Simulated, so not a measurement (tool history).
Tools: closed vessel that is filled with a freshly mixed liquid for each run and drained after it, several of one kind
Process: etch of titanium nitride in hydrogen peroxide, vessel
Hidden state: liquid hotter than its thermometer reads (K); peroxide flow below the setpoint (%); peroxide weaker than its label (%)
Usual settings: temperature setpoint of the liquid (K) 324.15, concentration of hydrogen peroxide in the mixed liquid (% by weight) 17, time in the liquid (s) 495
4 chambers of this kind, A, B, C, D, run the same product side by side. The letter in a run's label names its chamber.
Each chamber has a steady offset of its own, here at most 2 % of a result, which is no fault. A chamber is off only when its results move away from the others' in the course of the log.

run	day	temperature setpoint of the liquid (K)	concentration of hydrogen peroxide in the mixed liquid (% by weight)	time in the liquid (s)	hours since the thermometer was replaced	hours since the peroxide flow meter was replaced	hours since the drum of peroxide was connected	read-back film thickness of the titanium nitride reference wafer, read on the same gauge (nm)	thickness taken off the titanium nitride on a monitor wafer (nm)
1A	0.433	324.15	17	495	136.9	327.4	35.1	79.965	42.378
2C	0.692	324.15	17	495	573.7	1454.1	711	80.017	41.874
3B	1.133	324.15	17	495	792.6	869.6	626.5	79.986	42.378
4D	1.629	324.15	17	495	1527.4	503.8	290.7	80.021	42.335
5C	1.879	324.15	17	495	602.2	1482.6	739.5	79.986	42.043
6B	2.325	324.15	19.5	275	821.2	898.2	655.1	79.985	24.084
7A	2.712	324.15	19.5	275	191.6	382.1	89.8	79.986	24.209
8D	2.996	324.15	19.5	275	1560.2	536.6	323.5	80.017	24.651
9B	3.367	324.15	19.5	275	846.2	923.2	680.1	79.982	24.506
10D	3.617	324.15	17	495	1575.1	551.5	338.4	80.047	43.693
11A	3.942	324.15	17	495	221.1	411.6	119.3	80.03	43.077
12C	4.312	324.15	17	495	660.6	1541	797.9	79.984	41.703
13B	4.596	324.15	17	495	875.7	952.7	709.6	80.021	42.509
14D	4.812	324.15	17	495	1603.8	580.2	367.1	79.993	43.546
15C	5.112	324.15	17	495	679.8	1560.2	817.1	79.982	42.235
16A	5.417	324.15	17	495	256.5	447	154.7	79.984	42.359
17C	5.75	324.15	17	495	695.1	1575.5	832.4	80.019	41.937
18D	5.996	324.15	17	495	1632.2	608.6	395.5	80.011	44.539
19B	6.429	324.15	17	495	919.7	996.7	753.6	79.989	42.436
20A	6.846	324.15	17	495	290.8	481.3	189	80.025	42.578
21C	7.242	324.15	17	495	730.9	1611.3	868.2	79.982	41.665
22A	7.612	324.15	17	495	309.2	499.7	207.4	79.995	42.247
23D	7.846	324.15	17	495	1676.6	653	439.9	80.007	44.893
24B	8.146	324.15	17	495	960.9	1037.9	794.8	80.007	42.617

Next, every chamber runs the same settings. What will each give?
25A	8.5	324.15	17	495					?
25B	8.5	324.15	17	495					?
25C	8.5	324.15	17	495					?
25D	8.5	324.15	17	495					?

run	thickness taken off the titanium nitride on a monitor wafer (nm)
25A	42.769
25B	42.52
25C	42.281
25D	45.235

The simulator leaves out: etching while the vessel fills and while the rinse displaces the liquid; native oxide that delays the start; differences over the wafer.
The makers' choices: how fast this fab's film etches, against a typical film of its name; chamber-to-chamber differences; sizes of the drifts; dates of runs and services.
